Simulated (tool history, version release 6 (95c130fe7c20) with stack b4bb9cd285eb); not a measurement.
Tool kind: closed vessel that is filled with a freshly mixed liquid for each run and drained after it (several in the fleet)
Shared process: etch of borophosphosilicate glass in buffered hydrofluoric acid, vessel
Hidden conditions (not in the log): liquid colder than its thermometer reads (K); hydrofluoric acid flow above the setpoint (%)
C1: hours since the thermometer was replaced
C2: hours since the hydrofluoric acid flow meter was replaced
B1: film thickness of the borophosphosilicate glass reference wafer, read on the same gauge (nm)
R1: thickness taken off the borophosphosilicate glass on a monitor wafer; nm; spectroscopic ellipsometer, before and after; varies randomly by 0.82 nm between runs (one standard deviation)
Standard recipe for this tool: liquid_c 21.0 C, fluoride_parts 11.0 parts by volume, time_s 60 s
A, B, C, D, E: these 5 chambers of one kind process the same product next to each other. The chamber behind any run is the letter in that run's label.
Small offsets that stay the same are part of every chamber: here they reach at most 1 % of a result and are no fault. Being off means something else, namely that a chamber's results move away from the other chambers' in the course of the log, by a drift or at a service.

Run 1D, day 0.229: usual settings; C1 22.1; C2 334.5; B1 69.992. Result: R1 98.616 nm.
Run 2E, day 0.467: usual settings; C1 237.7; C2 1259.7; B1 70.007. Result: R1 101.090 nm.
Run 3B, day 0.804: usual settings; C1 1901.2; C2 145.8; B1 70.031. Result: R1 99.342 nm.
Run 4C, day 1.154: usual settings; C1 259.8; C2 150.9; B1 70.008. Result: R1 99.054 nm.
Run 5A, day 1.508: usual settings; C1 563.1; C2 469.5; B1 70.008. Result: R1 98.161 nm.
Run 6A, day 1.812: usual settings; C1 570.4; C2 476.8; B1 70.005. Result: R1 97.851 nm.
At day 1.896: chamber A: thermometer replaced.
At day 2.008: chamber E: hydrofluoric acid flow meter replaced.
Run 7C, day 2.054: usual settings; C1 281.4; C2 172.5; B1 70.009. Result: R1 98.404 nm.
Run 8D, day 2.471: usual settings; C1 75.9; C2 388.3; B1 70.008. Result: R1 100.970 nm.
Run 9B, day 2.746: usual settings; C1 1947.8; C2 192.4; B1 69.986. Result: R1 98.109 nm.
Run 10E, day 3.104: usual settings; C1 301.0; C2 26.4; B1 70.017. Result: R1 99.078 nm.
Run 11E, day 3.412: usual settings; C1 308.4; C2 33.8; B1 69.994. Result: R1 99.605 nm.
Run 12B, day 3.621: usual settings but liquid_c 18.0 C; C1 1968.8; C2 213.4; B1 70.000. Result: R1 83.543 nm.
Run 13C, day 3.838: usual settings but liquid_c 18.0 C; C1 324.2; C2 215.3; B1 70.005. Result: R1 83.450 nm.
Run 14D, day 4.225: usual settings but liquid_c 18.0 C; C1 118.0; C2 430.4; B1 69.990. Result: R1 85.672 nm.
Run 15A, day 4.504: usual settings but liquid_c 18.0 C; C1 62.7; C2 541.4; B1 70.028. Result: R1 82.276 nm.
Run 16D, day 4.800: usual settings but liquid_c 18.0 C; C1 131.8; C2 444.2; B1 69.989. Result: R1 84.313 nm.
Run 17E, day 5.158: usual settings; C1 350.3; C2 75.7; B1 69.999. Result: R1 99.545 nm.
Run 18A, day 5.412: usual settings; C1 84.5; C2 563.2; B1 69.991. Result: R1 97.654 nm.
Run 19B, day 5.667: usual settings; C1 2017.9; C2 262.5; B1 69.982. Result: R1 98.474 nm.
Run 20C, day 5.938: usual settings but fluoride_parts 8.0 parts by volume; C1 374.6; C2 265.7; B1 69.994. Result: R1 131.230 nm.
Run 21B, day 6.329: usual settings but fluoride_parts 8.0 parts by volume; C1 2033.8; C2 278.4; B1 70.001. Result: R1 129.740 nm.
Run 22E, day 6.708: usual settings but fluoride_parts 8.0 parts by volume; C1 387.5; C2 112.9; B1 70.017. Result: R1 127.920 nm.
Run 23C, day 6.946: usual settings but fluoride_parts 8.0 parts by volume; C1 398.8; C2 289.9; B1 69.985. Result: R1 132.310 nm.
Run 24D, day 7.317: usual settings but fluoride_parts 8.0 parts by volume; C1 192.2; C2 504.6; B1 69.983. Result: R1 133.330 nm.
Run 25A, day 7.529: usual settings; C1 135.3; C2 614.0; B1 70.003. Result: R1 97.956 nm.
Run 26A, day 7.942: usual settings; C1 145.2; C2 623.9; B1 70.021. Result: R1 98.160 nm.
Run 27E, day 8.346: usual settings; C1 426.8; C2 152.2; B1 70.009. Result: R1 94.113 nm.
Run 28D, day 8.583: usual settings; C1 222.6; C2 535.0; B1 69.973. Result: R1 98.099 nm.
Run 29B, day 8.938: usual settings; C1 2096.4; C2 341.0; B1 70.011. Result: R1 98.281 nm.
Run 30C, day 9.138: usual settings; C1 451.4; C2 342.5; B1 69.978. Result: R1 99.168 nm.
Run 31B, day 9.388: usual settings; C1 2107.2; C2 351.8; B1 70.000. Result: R1 97.454 nm.
Run 32D, day 9.800: usual settings but liquid_c 23.5 C, fluoride_parts 7.5 parts by volume; C1 251.8; C2 564.2; B1 69.989. Result: R1 166.920 nm.
Run 33E, day 10.204: usual settings but liquid_c 23.5 C, fluoride_parts 7.5 parts by volume; C1 471.4; C2 196.8; B1 69.985. Result: R1 152.760 nm.
Run 34A, day 10.538: usual settings but liquid_c 23.5 C, fluoride_parts 7.5 parts by volume; C1 207.5; C2 686.2; B1 70.005. Result: R1 163.860 nm.
Run 35C, day 10.783: usual settings but liquid_c 23.5 C, fluoride_parts 7.5 parts by volume; C1 490.9; C2 382.0; B1 69.986. Result: R1 163.410 nm.
Run 36A, day 11.062: usual settings but liquid_c 23.5 C, fluoride_parts 7.5 parts by volume; C1 220.1; C2 698.8; B1 69.993. Result: R1 162.410 nm.

Next, every chamber runs the same settings. What will each give?
Run 37A, day 11.358: usual settings. Result: R1 ?.
Run 37B, day 11.358: usual settings. Result: R1 ?.
Run 37C, day 11.358: usual settings. Result: R1 ?.
Run 37D, day 11.358: usual settings. Result: R1 ?.
Run 37E, day 11.358: usual settings. Result: R1 ?.

run      R1
37A  99.229
37B  98.781
37C  97.836
37D  99.167
37E  90.744

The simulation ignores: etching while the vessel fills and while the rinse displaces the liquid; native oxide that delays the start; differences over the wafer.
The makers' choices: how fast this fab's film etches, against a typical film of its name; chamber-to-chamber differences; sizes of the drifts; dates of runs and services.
